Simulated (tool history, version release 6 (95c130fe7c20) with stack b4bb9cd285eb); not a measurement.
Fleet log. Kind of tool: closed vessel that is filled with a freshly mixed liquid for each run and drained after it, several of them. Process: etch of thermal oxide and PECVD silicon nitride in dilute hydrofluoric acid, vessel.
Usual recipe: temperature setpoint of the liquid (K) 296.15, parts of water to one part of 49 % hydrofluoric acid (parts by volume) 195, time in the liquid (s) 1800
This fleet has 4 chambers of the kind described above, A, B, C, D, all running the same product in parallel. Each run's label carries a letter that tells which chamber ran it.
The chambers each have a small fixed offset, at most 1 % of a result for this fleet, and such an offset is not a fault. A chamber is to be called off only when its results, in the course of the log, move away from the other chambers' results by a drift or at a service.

run   hour  temperature setpoint of the liquid (K)  parts of water to one part of 49 % hydrofluoric acid (parts by volume)  time in the liquid (s)  read-back film thickness of the thermal oxide reference wafer, read on the same gauge (nm)  read-back film thickness of the PECVD silicon nitride reference wafer, read on the same gauge (nm)  thickness taken off the thermal oxide on a monitor wafer (Å)  thickness taken off the PECVD silicon nitride on a monitor wafer (Å)
 1D    7.3                                  296.15                                                                     195                    1800                                                                                      29.991                                                                                              130.03                                                        391.36                                                                366.67
 2C   13.6                                  296.15                                                                     195                    1800                                                                                      30.018                                                                                              130.01                                                        384.19                                                                356.03
 3A   23.9                                  296.15                                                                     195                    1800                                                                                      30.028                                                                                              129.96                                                        382.39                                                                364.79
 4B   32.3                                  296.15                                                                     195                    1800                                                                                      29.967                                                                                              129.99                                                        385.70                                                                365.48
 5D   40.7                                  296.15                                                                     195                    1800                                                                                      29.985                                                                                              130.00                                                        383.79                                                                368.22
 6B   48.4                                  296.15                                                                     195                    1800                                                                                      29.999                                                                                              129.99                                                        383.54                                                                367.77
 7A   58.2                                  300.15                                                                     195                    1800                                                                                      29.991                                                                                              130.00                                                        446.29                                                                459.31
 8C   70.5                                  300.15                                                                     195                    1800                                                                                      30.002                                                                                              129.99                                                        441.29                                                                462.60
 9C   81.3                                  300.15                                                                     195                    1800                                                                                      29.958                                                                                              130.02                                                        442.42                                                                464.92
10D   92.7                                  300.15                                                                     195                    1800                                                                                      29.977                                                                                              129.98                                                        447.72                                                                463.13
11B  101.5                                  296.15                                                                     195                    1800                                                                                      29.998                                                                                              129.99                                                        376.99                                                                361.42
12A  113.1                                  296.15                                                                     195                    1800                                                                                      30.042                                                                                              130.03                                                        387.78                                                                363.48
13A  119.2                                  296.15                                                                     195                    1800                                                                                      29.989                                                                                              130.00                                                        381.67                                                                362.94
14C  131.3                                  296.15                                                                     195                    1800                                                                                      29.963                                                                                              130.01                                                        384.03                                                                361.01
15B  140.5                                  296.15                                                                     195                    1800                                                                                      30.025                                                                                              129.99                                                        385.74                                                                365.06
     152.9  -- chamber B: hydrofluoric acid flow meter replaced
16D  153.1                                  296.15                                                                     115                     945                                                                                      29.985                                                                                              130.02                                                        384.02                                                                323.99
17A  161.1                                  296.15                                                                     115                     945                                                                                      30.028                                                                                              130.01                                                        372.06                                                                314.95
18D  170.6                                  296.15                                                                     115                     945                                                                                      30.006                                                                                              130.02                                                        382.95                                                                324.73
19B  182.5                                  296.15                                                                     115                     945                                                                                      29.997                                                                                              130.00                                                        375.01                                                                322.38
20C  194.2                                  296.15                                                                     195                    1800                                                                                      30.030                                                                                              129.97                                                        384.73                                                                359.70
21A  202.0                                  296.15                                                                     195                    1800                                                                                      29.990                                                                                              129.98                                                        387.06                                                                367.02
22D  213.0                                  296.15                                                                     195                    1800                                                                                      29.997                                                                                              130.01                                                        383.13                                                                359.30
23B  219.3                                  300.15                                                                     195                    1295                                                                                      29.985                                                                                              129.98                                                        320.17                                                                331.85
24C  230.6                                  300.15                                                                     195                    1295                                                                                      29.967                                                                                              129.99                                                        323.32                                                                336.44
25C  240.1                                  300.15                                                                     195                    1295                                                                                      30.016                                                                                              130.02                                                        316.33                                                                338.02
26A  246.8                                  300.15                                                                     195                    1295                                                                                      30.034                                                                                              130.00                                                        315.94                                                                333.48
27D  255.9                                  296.15                                                                     110                    2850                                                                                      29.952                                                                                              129.95                                                       1206.40                                                               1031.00
28B  268.9                                  296.15                                                                     110                    2850                                                                                      29.966                                                                                              129.98                                                       1195.50                                                               1004.20
29A  276.8                                  296.15                                                                     110                    2850                                                                                      29.991                                                                                              130.00                                                       1163.60                                                               1004.50
30D  284.4                                  296.15                                                                     110                    2850                                                                                      30.000                                                                                              129.99                                                       1208.10                                                                994.45
31C  292.4                                  296.15                                                                     195                    1800                                                                                      30.016                                                                                              130.00                                                        386.96                                                                360.03
32B  301.0                                  296.15                                                                     195                    1800                                                                                      29.986                                                                                              130.00                                                        384.45                                                                357.74
33B  313.7                                  296.15                                                                     255                    1190                                                                                      30.029                                                                                              129.98                                                        180.88                                                                188.29
34D  320.0                                  296.15                                                                     255                    1190                                                                                      29.982                                                                                              130.01                                                        185.12                                                                183.12
35A  331.7                                  296.15                                                                     255                    1190                                                                                      29.958                                                                                              129.99                                                        183.41                                                                182.72
36C  345.0                                  296.15                                                                     255                    1190                                                                                      29.982                                                                                              130.00                                                        182.36                                                                182.36
37A  355.7                                  296.15                                                                     195                    1800                                                                                      30.020                                                                                              130.03                                                        388.42                                                                362.68
38D  364.6                                  296.15                                                                     195                    1800                                                                                      29.970                                                                                              130.02                                                        388.55                                                                363.52
39B  376.7                                  300.65                                                                     105                    1800                                                                                      30.000                                                                                              129.99                                                        938.28                                                                904.56
40C  387.3                                  300.65                                                                     105                    1800                                                                                      30.015                                                                                              129.98                                                        948.89                                                                900.42
     398.8  -- chamber C: thermometer replaced
41D  398.8                                  300.65                                                                     105                    1800                                                                                      30.037                                                                                              130.00                                                        964.34                                                                889.68
42A  405.4                                  300.65                                                                     105                    1800                                                                                      30.023                                                                                              130.00                                                        941.20                                                                873.86
43C  413.4                                  296.15                                                                     195                    1800                                                                                      29.991                                                                                              129.99                                                        387.45                                                                366.82
44B  425.1                                  296.15                                                                     195                    1800                                                                                      29.999                                                                                              130.03                                                        388.20                                                                362.55

Read the log: is a single chamber off, either drifting away or since a service, is the gauge that measures every chamber drifting, or is nothing wrong beyond small per-chamber offsets? Name any odd chamber and what most likely caused it.

All chambers stay in line apart from their small fixed offsets, and the gauge does not drift.

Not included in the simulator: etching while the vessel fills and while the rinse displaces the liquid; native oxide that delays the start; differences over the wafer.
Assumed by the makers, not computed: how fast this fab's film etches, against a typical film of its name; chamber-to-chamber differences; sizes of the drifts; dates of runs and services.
